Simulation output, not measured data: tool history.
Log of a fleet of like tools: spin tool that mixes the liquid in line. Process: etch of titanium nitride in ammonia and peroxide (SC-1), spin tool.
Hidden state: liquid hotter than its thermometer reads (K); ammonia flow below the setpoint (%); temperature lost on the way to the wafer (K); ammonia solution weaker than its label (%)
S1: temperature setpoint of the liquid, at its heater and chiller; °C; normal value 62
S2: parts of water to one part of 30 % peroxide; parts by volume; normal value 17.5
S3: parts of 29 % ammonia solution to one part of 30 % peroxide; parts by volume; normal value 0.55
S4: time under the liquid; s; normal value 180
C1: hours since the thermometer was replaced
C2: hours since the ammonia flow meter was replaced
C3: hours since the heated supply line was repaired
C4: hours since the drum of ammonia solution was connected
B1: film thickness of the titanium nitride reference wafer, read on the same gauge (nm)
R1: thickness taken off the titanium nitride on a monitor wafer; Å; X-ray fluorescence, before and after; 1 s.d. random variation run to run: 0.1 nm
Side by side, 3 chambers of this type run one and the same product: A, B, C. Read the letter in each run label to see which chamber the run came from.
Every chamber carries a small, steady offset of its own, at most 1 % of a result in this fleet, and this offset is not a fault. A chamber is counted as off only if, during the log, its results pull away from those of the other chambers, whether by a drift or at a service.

| run | day | S1 | S2 | S3 | S4 | C1 | C2 | C3 | C4 | B1 | R1 |
|---|---|---|---|---|---|---|---|---|---|---|---|
| 1C | 0.158 | 62 | 17.5 | 0.55 | 180 | 328.5 | 1204.2 | 735.5 | 72.6 | 119.99 | 219.53 |
| 2B | 0.271 | 62 | 17.5 | 0.55 | 180 | 1028.1 | 654.2 | 988.9 | 264.6 | 120.02 | 219.96 |
| 3A | 0.483 | 62 | 17.5 | 0.55 | 180 | 665.3 | 375.0 | 2806.7 | 34.9 | 120.00 | 218.57 |
| 4C | 0.692 | 62 | 17.5 | 0.55 | 180 | 341.3 | 1217.0 | 748.3 | 85.4 | 120.00 | 219.90 |
| 5A | 0.854 | 62 | 17.5 | 0.55 | 180 | 674.2 | 383.9 | 2815.6 | 43.8 | 120.00 | 219.88 |
|  | 0.967 | chamber C: heated supply line repaired |
|  | 0.988 | chamber B: heated supply line repaired |
| 6B | 0.996 | 62 | 17.5 | 0.55 | 180 | 1045.5 | 671.6 | 0.3 | 282.0 | 120.00 | 220.70 |
| 7B | 1.150 | 62 | 9.5 | 0.45 | 180 | 1049.2 | 675.3 | 4.0 | 285.7 | 119.99 | 296.21 |
| 8C | 1.383 | 62 | 9.5 | 0.45 | 180 | 357.9 | 1233.6 | 10.0 | 102.0 | 120.00 | 289.22 |
| 9A | 1.546 | 62 | 9.5 | 0.45 | 180 | 690.8 | 400.5 | 2832.2 | 60.4 | 119.98 | 295.50 |
| 10B | 1.700 | 62 | 17.5 | 0.55 | 180 | 1062.4 | 688.5 | 17.2 | 298.9 | 120.01 | 217.84 |
|  | 1.867 | chamber A: thermometer replaced |
| 11A | 1.942 | 62 | 17.5 | 0.55 | 280 | 1.9 | 410.0 | 2841.7 | 69.9 | 120.00 | 340.07 |
| 12C | 2.112 | 62 | 17.5 | 0.55 | 280 | 375.4 | 1251.1 | 27.5 | 119.5 | 120.01 | 339.45 |
| 13A | 2.312 | 62 | 17.5 | 0.55 | 280 | 10.8 | 418.9 | 2850.6 | 78.8 | 120.00 | 339.66 |
| 14C | 2.479 | 62 | 17.5 | 0.55 | 230 | 384.2 | 1259.9 | 36.3 | 128.3 | 119.98 | 282.84 |
| 15B | 2.646 | 62 | 17.5 | 0.55 | 230 | 1085.1 | 711.2 | 39.9 | 321.6 | 120.00 | 283.39 |
| 16A | 2.762 | 62 | 17.5 | 0.55 | 230 | 21.6 | 429.7 | 2861.4 | 89.6 | 120.01 | 279.10 |
| 17B | 2.996 | 62 | 17.5 | 0.55 | 180 | 1093.5 | 719.6 | 48.3 | 330.0 | 119.99 | 219.70 |
| 18C | 3.146 | 62 | 17.5 | 0.55 | 180 | 400.2 | 1275.9 | 52.3 | 144.3 | 120.01 | 220.24 |
| 19A | 3.275 | 62 | 17.5 | 0.55 | 180 | 33.9 | 442.0 | 2873.7 | 101.9 | 119.99 | 219.04 |
| 20B | 3.496 | 62 | 17.5 | 0.55 | 180 | 1105.5 | 731.6 | 60.3 | 342.0 | 120.01 | 220.65 |
| 21C | 3.625 | 62 | 17.5 | 0.55 | 180 | 411.7 | 1287.4 | 63.8 | 155.8 | 119.99 | 219.84 |
| 22A | 3.775 | 62 | 17.5 | 0.55 | 180 | 45.9 | 454.0 | 2885.7 | 113.9 | 120.01 | 218.77 |
| 23B | 3.912 | 62 | 17.5 | 0.55 | 180 | 1115.5 | 741.6 | 70.3 | 352.0 | 120.02 | 221.73 |
| 24C | 4.025 | 62 | 17.5 | 0.70 | 180 | 421.3 | 1297.0 | 73.4 | 165.4 | 120.01 | 230.73 |
| 25B | 4.258 | 62 | 17.5 | 0.70 | 180 | 1123.8 | 749.9 | 78.6 | 360.3 | 120.00 | 229.33 |
| 26C | 4.379 | 62 | 17.5 | 0.70 | 180 | 429.8 | 1305.5 | 81.9 | 173.9 | 120.00 | 232.30 |
| 27A | 4.529 | 62 | 17.5 | 0.55 | 180 | 64.0 | 472.1 | 2903.8 | 132.0 | 120.04 | 218.03 |
| 28A | 4.650 | 62 | 17.5 | 0.55 | 180 | 66.9 | 475.0 | 2906.7 | 134.9 | 119.99 | 219.19 |
| 29C | 4.800 | 62 | 17.5 | 0.55 | 180 | 439.9 | 1315.6 | 92.0 | 184.0 | 120.02 | 222.36 |
| 30B | 4.979 | 62 | 17.5 | 0.55 | 180 | 1141.1 | 767.2 | 95.9 | 377.6 | 120.00 | 220.16 |
| 31A | 5.150 | 62 | 17.5 | 0.55 | 180 | 78.9 | 487.0 | 2918.7 | 146.9 | 120.00 | 218.98 |
| 32B | 5.262 | 62 | 17.5 | 0.75 | 130 | 1147.9 | 774.0 | 102.7 | 384.4 | 119.99 | 167.26 |
| 33C | 5.396 | 62 | 17.5 | 0.75 | 130 | 454.2 | 1329.9 | 106.3 | 198.3 | 120.01 | 170.80 |
| 34B | 5.633 | 62 | 17.5 | 0.75 | 130 | 1156.8 | 782.9 | 111.6 | 393.3 | 119.99 | 169.36 |
|  | 5.754 | chamber A: ammonia flow meter replaced |
| 35C | 5.850 | 62 | 17.5 | 0.55 | 180 | 465.1 | 1340.8 | 117.2 | 209.2 | 120.01 | 224.94 |
| 36A | 5.992 | 62 | 17.5 | 0.55 | 180 | 99.1 | 5.8 | 2938.9 | 167.1 | 120.00 | 218.19 |
| 37A | 6.208 | 62 | 17.5 | 0.55 | 180 | 104.3 | 11.0 | 2944.1 | 172.3 | 119.98 | 219.01 |
| 38C | 6.379 | 62 | 17.5 | 0.55 | 180 | 477.8 | 1353.5 | 129.9 | 221.9 | 120.01 | 225.68 |
| 39B | 6.588 | 62 | 17.5 | 0.55 | 180 | 1179.7 | 805.8 | 134.5 | 416.2 | 120.00 | 220.17 |

Is one chamber off against the others, does the gauge drift, or is nothing wrong? If a chamber is off, say which, and what the likeliest cause is.

Chamber C drifts away from the others.
What lies behind it: liquid hotter than its thermometer reads (K) = 0.445.

Which of the 4 candidates below, each the usual settings with something changed and its results left as question marks, puts chamber C back in line with what the other chambers give on the usual settings?
In line means no further than this from the other chambers' mean on the usual settings: R1 3.50 Å
| 40C-1 | 6.767 | 62.0 | 17.5 | 0.55 | 185 |  |  |  |  |  | ? |
| 40C-2 | 6.767 | 62.0 | 19.0 | 0.55 | 180 |  |  |  |  |  | ? |
| 40C-3 | 6.767 | 62.5 | 17.0 | 0.55 | 180 |  |  |  |  |  | ? |
| 40C-4 | 6.767 | 62.0 | 17.5 | 0.55 | 175 |  |  |  |  |  | ? |

On the usual settings, the other chambers give on average: R1 219.61 Å
| run | R1 |
|---|---|
| 40C-1 | 231.38 |
| 40C-2 | 215.19 |
| 40C-3 | 236.22 |
| 40C-4 | 218.87 |
With 40C-4, the chamber falls back in line with the rest.
